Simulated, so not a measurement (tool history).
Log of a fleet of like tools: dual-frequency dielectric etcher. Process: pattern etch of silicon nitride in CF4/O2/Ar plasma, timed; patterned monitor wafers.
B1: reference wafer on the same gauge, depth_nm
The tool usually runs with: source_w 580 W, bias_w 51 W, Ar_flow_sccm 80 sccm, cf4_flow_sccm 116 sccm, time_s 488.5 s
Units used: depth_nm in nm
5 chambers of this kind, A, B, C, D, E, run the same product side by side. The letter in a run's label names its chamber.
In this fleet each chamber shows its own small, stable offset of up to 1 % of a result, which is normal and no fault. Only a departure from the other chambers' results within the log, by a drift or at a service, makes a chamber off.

At day 0.554: chamber C: wet clean of the chamber.
Run 1C, day 0.567: usual settings; B1 1319.9. Result: depth_nm 1109.1 nm.
Run 2B, day 0.904: usual settings; B1 1320.4. Result: depth_nm 1111.9 nm.
Run 3E, day 1.238: usual settings; B1 1320.1. Result: depth_nm 1110.7 nm.
Run 4D, day 1.638: usual settings; B1 1319.8. Result: depth_nm 1121.1 nm.
Run 5A, day 2.062: usual settings; B1 1318.6. Result: depth_nm 1098.2 nm.
Run 6D, day 2.575: usual settings but source_w 680 W, bias_w 41 W; B1 1320.4. Result: depth_nm 1200.1 nm.
Run 7B, day 2.904: usual settings but source_w 680 W, bias_w 41 W; B1 1319.7. Result: depth_nm 1189.9 nm.
At day 2.929: chamber B: CF4 flow controller replaced.
Run 8C, day 3.45: usual settings but source_w 680 W, bias_w 41 W; B1 1320.3. Result: depth_nm 1181.6 nm.
Run 9E, day 3.783: usual settings but source_w 680 W, bias_w 41 W; B1 1319.4. Result: depth_nm 1183.4 nm.
Run 10A, day 4.042: usual settings but source_w 680 W, bias_w 41 W; B1 1320.5. Result: depth_nm 1184.1 nm.
At day 4.254: chamber E: bias power generator calibrated.
Run 11C, day 4.562: usual settings; B1 1319.1. Result: depth_nm 1107.7 nm.
At day 4.938: chamber C: bias power generator calibrated.
Run 12B, day 5.146: usual settings; B1 1319.4. Result: depth_nm 1107.7 nm.
At day 5.358: chamber B: wet clean of the chamber.
Run 13A, day 5.712: usual settings; B1 1320. Result: depth_nm 1101.8 nm.
Run 14D, day 6.075: usual settings but source_w 660 W, cf4_flow_sccm 103 sccm; B1 1319.3. Result: depth_nm 1242.2 nm.
Run 15E, day 6.55: usual settings but source_w 660 W, cf4_flow_sccm 103 sccm; B1 1320.4. Result: depth_nm 1227.2 nm.
Run 16A, day 6.829: usual settings but source_w 660 W, cf4_flow_sccm 103 sccm; B1 1320.7. Result: depth_nm 1220.2 nm.
Run 17D, day 7.342: usual settings but source_w 660 W, cf4_flow_sccm 103 sccm; B1 1320.6. Result: depth_nm 1236.1 nm.
Run 18C, day 7.767: usual settings but source_w 660 W, cf4_flow_sccm 103 sccm; B1 1320. Result: depth_nm 1231.2 nm.
Run 19E, day 8.271: usual settings; B1 1320.3. Result: depth_nm 1117.2 nm.
Run 20B, day 8.733: usual settings; B1 1320.8. Result: depth_nm 1112 nm.
At day 8.883: chamber E: wet clean of the chamber.
Run 21A, day 9.121: usual settings; B1 1319.2. Result: depth_nm 1099.7 nm.
Run 22C, day 9.683: usual settings; B1 1320.4. Result: depth_nm 1115.3 nm.
Run 23E, day 9.962: usual settings; B1 1320.6. Result: depth_nm 1124 nm.
Run 24D, day 10.317: usual settings; B1 1319.9. Result: depth_nm 1118.7 nm.
Run 25B, day 10.683: usual settings; B1 1318.9. Result: depth_nm 1112.1 nm.
Run 26E, day 11.033: usual settings; B1 1320. Result: depth_nm 1127.5 nm.
Run 27C, day 11.554: usual settings; B1 1320. Result: depth_nm 1108.8 nm.
Run 28B, day 11.85: usual settings; B1 1320.4. Result: depth_nm 1109.4 nm.
Run 29D, day 12.371: usual settings; B1 1319.3. Result: depth_nm 1118.4 nm.
Run 30A, day 12.929: usual settings; B1 1320.2. Result: depth_nm 1095 nm.
Run 31C, day 13.267: usual settings; B1 1319.8. Result: depth_nm 1111.2 nm.
Run 32B, day 13.658: usual settings; B1 1320.2. Result: depth_nm 1112.8 nm.
Run 33E, day 14.225: usual settings; B1 1319.8. Result: depth_nm 1137.3 nm.
Run 34A, day 14.512: usual settings; B1 1319.8. Result: depth_nm 1105.3 nm.
Run 35D, day 15.038: usual settings; B1 1320.4. Result: depth_nm 1123.7 nm.
Run 36B, day 15.312: usual settings; B1 1319.6. Result: depth_nm 1113.3 nm.
At day 15.358: chamber A: wet clean of the chamber.
Run 37A, day 15.683: usual settings; B1 1320.5. Result: depth_nm 1103.7 nm.
Run 38E, day 16.279: usual settings; B1 1320.6. Result: depth_nm 1142.2 nm.

Read the log: is a single chamber off, either drifting away or since a service, is the gauge that measures every chamber drifting, or is nothing wrong beyond small per-chamber offsets? Name any odd chamber and what most likely caused it.

It is chamber E that slowly wanders off from its peers.
Likeliest cause: source power that arrives over what is set, % = 3.75.

Chamber E could run next with any of the 4 candidate recipes listed below; each alters the usual settings, and their results appear as question marks. Which one brings its results back in line with what the other chambers deliver on the usual settings?
To be in line, a result may differ from the other chambers' mean on the usual settings by at most: depth_nm 11 nm
Run 39E-1, day 16.712: usual settings but source_w 570 W, time_s 481 s. Result: depth_nm ?.
Run 39E-2, day 16.712: usual settings but time_s 493.5 s. Result: depth_nm ?.
Run 39E-3, day 16.712: usual settings but cf4_flow_sccm 154 sccm. Result: depth_nm ?.
Run 39E-4, day 16.712: usual settings but source_w 570 W. Result: depth_nm ?.

The mean the other chambers reach with the usual settings: depth_nm 1112.5 nm
  run  depth_nm
39E-1      1113
39E-2    1159.5
39E-3    1180.1
39E-4    1130.3
39E-1 is the one that brings the chamber's results back in line with the other chambers.
